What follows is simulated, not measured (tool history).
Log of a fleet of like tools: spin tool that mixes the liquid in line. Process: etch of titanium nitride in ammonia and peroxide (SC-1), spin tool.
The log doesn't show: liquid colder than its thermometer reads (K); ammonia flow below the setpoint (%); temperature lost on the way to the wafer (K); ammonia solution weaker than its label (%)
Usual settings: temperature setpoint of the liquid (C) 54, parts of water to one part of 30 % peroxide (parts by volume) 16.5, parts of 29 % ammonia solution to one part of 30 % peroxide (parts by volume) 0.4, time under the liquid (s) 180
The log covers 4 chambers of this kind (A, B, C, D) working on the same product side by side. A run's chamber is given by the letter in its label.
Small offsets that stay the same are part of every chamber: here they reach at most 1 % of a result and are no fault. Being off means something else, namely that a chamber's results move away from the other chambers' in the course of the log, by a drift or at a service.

run	hour	temperature setpoint of the liquid (C)	parts of water to one part of 30 % peroxide (parts by volume)	parts of 29 % ammonia solution to one part of 30 % peroxide (parts by volume)	time under the liquid (s)	hours since the thermometer was replaced	hours since the ammonia flow meter was replaced	hours since the heated supply line was repaired	hours since the drum of ammonia solution was connected	read-back film thickness of the titanium nitride reference wafer, read on the same gauge (nm)	thickness taken off the titanium nitride on a monitor wafer (Å)
1B	7.4	54	16.5	0.4	180	192.9	109.1	891.2	836.5	89.982	171.23
2C	15.4	54	16.5	0.4	180	2010.0	791.4	107.7	217.1	90.010	170.19
3A	21.8	54	16.5	0.4	180	1296.1	695.9	2092.7	201.5	89.998	170.41
4D	31.8	54	16.5	0.4	180	879.4	602.3	1310.1	81.0	89.991	176.00
5D	39.1	54	16.5	0.4	180	886.7	609.6	1317.4	88.3	89.998	170.52
6A	49.8	54	16.5	0.4	180	1324.1	723.9	2120.7	229.5	90.018	171.90
7C	61.8	54	16.5	0.4	180	2056.4	837.8	154.1	263.5	90.012	169.76
# hour 66.2: chamber A: heated supply line repaired
8B	74.0	54	16.5	0.4	180	259.5	175.7	957.8	903.1	90.006	168.24
9A	80.5	54	16.5	0.5	105	1354.8	754.6	14.3	260.2	89.992	103.28
10C	90.6	54	16.5	0.5	105	2085.2	866.6	182.9	292.3	89.993	104.20
11B	96.0	54	16.5	0.5	105	281.5	197.7	979.8	925.1	90.007	100.99
12D	107.0	54	16.5	0.5	105	954.6	677.5	1385.3	156.2	90.021	105.47
# hour 108.2: chamber C: ammonia flow meter replaced
13A	117.6	54	9.0	0.4	180	1391.9	791.7	51.4	297.3	90.016	238.38
14C	126.4	54	9.0	0.4	180	2121.0	18.3	218.7	328.1	89.997	234.54
15B	133.8	54	9.0	0.4	180	319.3	235.5	1017.6	962.9	90.018	225.23
16D	143.6	54	9.0	0.4	180	991.2	714.1	1421.9	192.8	90.006	241.29
17C	155.4	54	16.5	0.4	180	2150.0	47.3	247.7	357.1	90.008	168.70
18B	160.8	54	16.5	0.4	180	346.3	262.5	1044.6	989.9	89.983	163.13
# hour 162.4: chamber B: new drum of ammonia solution connected
19D	166.7	54	16.5	0.5	220	1014.3	737.2	1445.0	215.9	89.978	217.88
20A	177.5	54	16.5	0.5	220	1451.8	851.6	111.3	357.2	89.990	218.33
21D	189.6	54	16.5	0.5	220	1037.2	760.1	1467.9	238.8	89.999	220.88
22C	195.7	54	16.5	0.5	220	2190.3	87.6	288.0	397.4	89.997	216.95
23A	203.1	54	16.5	0.4	180	1477.4	877.2	136.9	382.8	90.002	172.78
24B	210.2	54	16.5	0.4	180	395.7	311.9	1094.0	47.9	89.996	158.21
25A	216.5	54	16.5	0.4	180	1490.8	890.6	150.3	396.2	89.989	167.68
26D	228.6	54	16.5	0.4	180	1076.2	799.1	1506.9	277.8	90.005	172.28
27B	238.3	54	16.5	0.4	180	423.8	340.0	1122.1	76.0	90.020	155.68
28C	249.9	54	16.5	0.4	180	2244.5	141.8	342.2	451.6	90.010	170.83
29B	259.2	54	16.5	0.4	180	444.7	360.9	1143.0	96.9	90.012	152.82

For the next run the whole fleet of 4 chambers uses the same settings. Give each chamber's results:
30A	268.1	54	16.5	0.4	180						?
30B	268.1	54	16.5	0.4	180						?
30C	268.1	54	16.5	0.4	180						?
30D	268.1	54	16.5	0.4	180						?

run	thickness taken off the titanium nitride on a monitor wafer (Å)
30A	170.35
30B	155.34
30C	169.13
30D	172.00

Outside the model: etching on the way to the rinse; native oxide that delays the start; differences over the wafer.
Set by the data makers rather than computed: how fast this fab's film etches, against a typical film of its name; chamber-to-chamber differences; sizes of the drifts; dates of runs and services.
